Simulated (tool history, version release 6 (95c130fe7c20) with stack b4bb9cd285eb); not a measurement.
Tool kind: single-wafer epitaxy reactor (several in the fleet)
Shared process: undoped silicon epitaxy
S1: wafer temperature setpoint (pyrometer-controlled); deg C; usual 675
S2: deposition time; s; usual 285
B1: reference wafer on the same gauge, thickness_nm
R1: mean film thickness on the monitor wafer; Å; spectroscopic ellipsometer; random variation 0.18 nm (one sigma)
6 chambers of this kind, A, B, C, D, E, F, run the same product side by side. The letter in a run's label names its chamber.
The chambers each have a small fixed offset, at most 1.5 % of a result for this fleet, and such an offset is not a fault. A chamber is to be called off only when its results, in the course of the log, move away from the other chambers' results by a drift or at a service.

{"run": "1B", "hour": 5.0, "S1": 675, "S2": 285, "B1": 66.293, "R1": 809.25}
{"run": "2F", "hour": 9.7, "S1": 675, "S2": 285, "B1": 66.306, "R1": 814.5}
{"run": "3C", "hour": 13.8, "S1": 675, "S2": 285, "B1": 66.298, "R1": 818.65}
{"run": "4E", "hour": 19.6, "S1": 675, "S2": 285, "B1": 66.326, "R1": 822.45}
{"run": "5D", "hour": 25.4, "S1": 667, "S2": 312, "B1": 66.303, "R1": 749.13}
{"run": "6A", "hour": 28.2, "S1": 667, "S2": 312, "B1": 66.265, "R1": 760.48}
{"run": "7D", "hour": 32.5, "S1": 667, "S2": 312, "B1": 66.306, "R1": 749.19}
{"run": "8E", "hour": 37.2, "S1": 667, "S2": 312, "B1": 66.316, "R1": 763.35}
{"run": "9A", "hour": 42.2, "S1": 667, "S2": 312, "B1": 66.318, "R1": 759.2}
{"run": "10F", "hour": 48.3, "S1": 667, "S2": 312, "B1": 66.312, "R1": 754.33}
{"run": "11C", "hour": 52.7, "S1": 675, "S2": 285, "B1": 66.314, "R1": 820.18}
{"run": "12B", "hour": 58.4, "S1": 675, "S2": 285, "B1": 66.337, "R1": 812.44}
{"run": "13E", "hour": 61.8, "S1": 675, "S2": 285, "B1": 66.315, "R1": 821.91}
{"run": "14B", "hour": 65.0, "S1": 683, "S2": 333, "B1": 66.306, "R1": 1115.2}
{"run": "15A", "hour": 69.7, "S1": 683, "S2": 333, "B1": 66.322, "R1": 1125}
{"run": "16C", "hour": 72.9, "S1": 683, "S2": 333, "B1": 66.352, "R1": 1128.8}
{"run": "17F", "hour": 78.6, "S1": 683, "S2": 333, "B1": 66.302, "R1": 1121}
{"run": "18D", "hour": 84.4, "S1": 683, "S2": 333, "B1": 66.3, "R1": 1115.5}
{"run": "19C", "hour": 88.3, "S1": 683, "S2": 333, "B1": 66.311, "R1": 1127.5}
{"run": "20E", "hour": 91.3, "S1": 675, "S2": 285, "B1": 66.323, "R1": 822.85}
{"hour": 94.5, "done": "chamber E: pyrometer calibrated"}
{"run": "21D", "hour": 96.9, "S1": 675, "S2": 285, "B1": 66.309, "R1": 808.26}
{"run": "22A", "hour": 100.9, "S1": 675, "S2": 285, "B1": 66.294, "R1": 815.29}
{"run": "23F", "hour": 103.8, "S1": 675, "S2": 285, "B1": 66.275, "R1": 817.63}
{"run": "24B", "hour": 109.2, "S1": 675, "S2": 285, "B1": 66.289, "R1": 807.73}
{"run": "25B", "hour": 113.9, "S1": 670, "S2": 305, "B1": 66.296, "R1": 778.56}
{"run": "26E", "hour": 116.9, "S1": 670, "S2": 305, "B1": 66.308, "R1": 794.4}
{"run": "27F", "hour": 122.4, "S1": 670, "S2": 305, "B1": 66.319, "R1": 785.69}
{"run": "28A", "hour": 126.8, "S1": 670, "S2": 305, "B1": 66.311, "R1": 790.12}
{"run": "29C", "hour": 131.8, "S1": 670, "S2": 305, "B1": 66.31, "R1": 786.54}
{"run": "30D", "hour": 137.7, "S1": 670, "S2": 305, "B1": 66.289, "R1": 782.01}
{"run": "31B", "hour": 140.4, "S1": 675, "S2": 285, "B1": 66.31, "R1": 803.72}
{"run": "32E", "hour": 146.0, "S1": 675, "S2": 250, "B1": 66.237, "R1": 723.47}
{"run": "33C", "hour": 149.9, "S1": 675, "S2": 250, "B1": 66.322, "R1": 719.92}
{"run": "34D", "hour": 153.1, "S1": 675, "S2": 250, "B1": 66.333, "R1": 708.79}
{"run": "35A", "hour": 158.2, "S1": 675, "S2": 250, "B1": 66.328, "R1": 714.43}
{"run": "36F", "hour": 161.3, "S1": 675, "S2": 250, "B1": 66.304, "R1": 717.42}
{"run": "37D", "hour": 166.8, "S1": 675, "S2": 250, "B1": 66.32, "R1": 710.37}
{"run": "38B", "hour": 169.5, "S1": 675, "S2": 285, "B1": 66.305, "R1": 797.56}
{"run": "39A", "hour": 174.7, "S1": 675, "S2": 285, "B1": 66.306, "R1": 818.91}
{"run": "40F", "hour": 178.2, "S1": 675, "S2": 285, "B1": 66.313, "R1": 816.07}
{"run": "41E", "hour": 183.3, "S1": 675, "S2": 285, "B1": 66.273, "R1": 818.69}
{"run": "42C", "hour": 186.7, "S1": 675, "S2": 285, "B1": 66.259, "R1": 818.04}

For the next run the whole fleet of 6 chambers uses the same settings. Give each chamber's results:
{"run": "43A", "hour": 191.1, "S1": 675, "S2": 285, "R1": "?"}
{"run": "43B", "hour": 191.1, "S1": 675, "S2": 285, "R1": "?"}
{"run": "43C", "hour": 191.1, "S1": 675, "S2": 285, "R1": "?"}
{"run": "43D", "hour": 191.1, "S1": 675, "S2": 285, "R1": "?"}
{"run": "43E", "hour": 191.1, "S1": 675, "S2": 285, "R1": "?"}
{"run": "43F", "hour": 191.1, "S1": 675, "S2": 285, "R1": "?"}

run=43A R1=815.4
run=43B R1=797.75
run=43C R1=819.42
run=43D R1=807.66
run=43E R1=818.03
run=43F R1=810.36

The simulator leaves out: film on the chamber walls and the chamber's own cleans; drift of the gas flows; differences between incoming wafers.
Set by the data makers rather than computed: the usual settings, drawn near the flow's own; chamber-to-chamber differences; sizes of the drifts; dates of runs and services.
